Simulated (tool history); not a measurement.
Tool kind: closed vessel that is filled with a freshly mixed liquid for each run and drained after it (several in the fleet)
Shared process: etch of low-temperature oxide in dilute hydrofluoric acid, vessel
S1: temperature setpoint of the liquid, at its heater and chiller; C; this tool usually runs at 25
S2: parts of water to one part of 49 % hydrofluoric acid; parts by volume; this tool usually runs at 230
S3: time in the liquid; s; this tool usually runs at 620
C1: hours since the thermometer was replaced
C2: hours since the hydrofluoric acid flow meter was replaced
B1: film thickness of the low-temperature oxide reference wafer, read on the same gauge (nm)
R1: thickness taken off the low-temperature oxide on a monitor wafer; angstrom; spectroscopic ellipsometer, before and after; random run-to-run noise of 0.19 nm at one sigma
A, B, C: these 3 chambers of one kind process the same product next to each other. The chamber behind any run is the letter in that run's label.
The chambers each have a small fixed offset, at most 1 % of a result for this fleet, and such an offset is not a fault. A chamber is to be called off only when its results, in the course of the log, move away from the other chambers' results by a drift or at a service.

run    day  S1   S2   S3      C1      C2      B1      R1
 1C  0.538  25  230  620   284.7   952.4  50.032  349.31
 2B  0.846  25  230  620   371.6  1372.2  50.024  350.11
 3A  1.279  25  230  620  1043.4   249.9  49.995  347.59
 4A  1.779  25  230  620  1055.4   261.9  50.015  344.02
 5B  2.079  20  230  405   401.2  1401.8  50.003   189.1
 6C  2.429  20  230  405   330.1   997.8  49.977   188.1
 7C  3.046  20  230  405   344.9  1012.6  49.985  188.85
 8B  3.662  25  230  620   439.2  1439.8  50.021  340.96
 9A  4.162  25  230  620  1112.6   319.1  49.994  344.33
10C  4.579  25  230  620   381.7  1049.4  50.002  350.47
11B  5.092  25  230  620   473.5  1474.1  50.022  341.54
12A  5.733  25  230  620  1150.3   356.8  50.032  343.73
13C  6.071  25  230  620   417.5  1085.2  49.998  349.12
14A  6.492  25  230  620  1168.5     375  50.008  341.07
15B  6.892  25  230  620   516.7  1517.3  50.016  337.38
16A  7.296  25  230  620  1187.8   394.3  50.019   343.7
17C  7.612  25  230  620   454.5  1122.2  49.968  343.57
18B  8.254  25  230  620   549.4    1550  50.024  331.01
19C  8.533  25  230  620   476.6  1144.3  50.021  347.79
20B  9.108  25  230  620   569.9  1570.5  49.978  334.39
21A  9.671  25  230  620  1244.8   451.3  50.019  341.09
22C   10.1  25  230  620   514.2  1181.9  49.973  347.32

Each of the 3 chambers runs these same settings next. Fill in every chamber's results:
23A  10.567  25  230  620               ?
23B  10.567  25  230  620               ?
23C  10.567  25  230  620               ?

run      R1
23A  345.36
23B  329.66
23C   347.2
